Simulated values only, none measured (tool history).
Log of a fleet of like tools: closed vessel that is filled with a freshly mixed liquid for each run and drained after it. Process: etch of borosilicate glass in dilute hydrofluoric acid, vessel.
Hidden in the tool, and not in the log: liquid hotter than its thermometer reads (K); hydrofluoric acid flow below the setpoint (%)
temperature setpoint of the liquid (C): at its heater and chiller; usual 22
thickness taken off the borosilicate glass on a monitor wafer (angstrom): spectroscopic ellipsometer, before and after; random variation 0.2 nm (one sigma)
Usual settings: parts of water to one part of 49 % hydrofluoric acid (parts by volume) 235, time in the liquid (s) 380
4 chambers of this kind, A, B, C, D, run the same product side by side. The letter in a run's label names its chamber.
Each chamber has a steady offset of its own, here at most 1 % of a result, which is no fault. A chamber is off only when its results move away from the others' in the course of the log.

run,hour,temperature setpoint of the liquid (C),parts of water to one part of 49 % hydrofluoric acid (parts by volume),time in the liquid (s),hours since the thermometer was replaced,hours since the hydrofluoric acid flow meter was replaced,"read-back film thickness of the borosilicate glass reference wafer, read on the same gauge (nm)",thickness taken off the borosilicate glass on a monitor wafer (angstrom)
1A,9.1,22,235,380,1793.9,158.4,69.965,301.8
2B,21.5,22,235,380,989.5,461.7,69.975,304.04
3C,28.4,22,235,380,781,1144.2,69.978,304.29
4D,39.4,22,235,380,941.9,216.1,70.023,299.03
5D,54,22,340,550,956.5,230.7,69.957,273.49
6B,60.5,22,340,550,1028.5,500.7,70.007,274.1
7C,73.8,22,340,550,826.4,1189.6,70.009,270.96
8A,85.2,22,340,550,1870,234.5,69.997,271.95
9D,98.9,22,235,380,1001.4,275.6,70.001,302.3
10A,111.6,22,235,380,1896.4,260.9,69.987,302.25
11B,126.6,22,235,380,1094.6,566.8,69.99,298.47
12C,137.5,22,310,380,890.1,1253.3,69.991,212.15
13D,145.4,22,310,380,1047.9,322.1,69.978,213.72
14A,156,22,310,380,1940.8,305.3,70.002,213.52
15B,163.5,22,310,380,1131.5,603.7,70.013,213.56
16C,174.1,22,235,380,926.7,1289.9,69.969,298.01
17A,183.3,22,235,575,1968.1,332.6,69.979,455.78
18C,195.2,22,235,575,947.8,1311,69.97,455.14
19D,205.1,22,235,575,1107.6,381.8,69.986,458.84
20B,218.4,22,235,575,1186.4,658.6,70.017,466.03
21A,232.3,22,235,380,2017.1,381.6,69.997,298.48
22B,246.8,22,180,380,1214.8,687,70.001,426.7
# hour 257.9: chamber A: thermometer replaced
23C,258,22,180,380,1010.6,1373.8,70.002,412.36
24D,272.7,22,180,380,1175.2,449.4,70.002,415.43
25D,283.5,22,180,380,1186,460.2,69.992,413.81
26A,297.4,22,235,380,39.5,446.7,70.001,298.86
27C,307.3,22,235,380,1059.9,1423.1,70.026,301.68
28B,314.1,22,235,380,1282.1,754.3,70.02,314.2
29B,327.5,22,235,380,1295.5,767.7,70.01,317.18
30D,336.9,26.5,235,380,1239.4,513.6,70.02,356.34
31C,343.7,26.5,235,380,1096.3,1459.5,70.007,355.98
32A,352.2,26.5,235,380,94.3,501.5,69.973,351.38
33D,367.2,26.5,235,380,1269.7,543.9,70.01,352.7
34C,377.7,22,235,450,1130.3,1493.5,69.999,357.81
35B,390.5,22,235,450,1358.5,830.7,70.007,379.13

All 4 chambers run these settings next. Forecast each chamber's results:
36A,401.3,22,190,380,,,,?
36B,401.3,22,190,380,,,,?
36C,401.3,22,190,380,,,,?
36D,401.3,22,190,380,,,,?

run,thickness taken off the borosilicate glass on a monitor wafer (angstrom)
36A,385.04
36B,416.14
36C,386.55
36D,388.55

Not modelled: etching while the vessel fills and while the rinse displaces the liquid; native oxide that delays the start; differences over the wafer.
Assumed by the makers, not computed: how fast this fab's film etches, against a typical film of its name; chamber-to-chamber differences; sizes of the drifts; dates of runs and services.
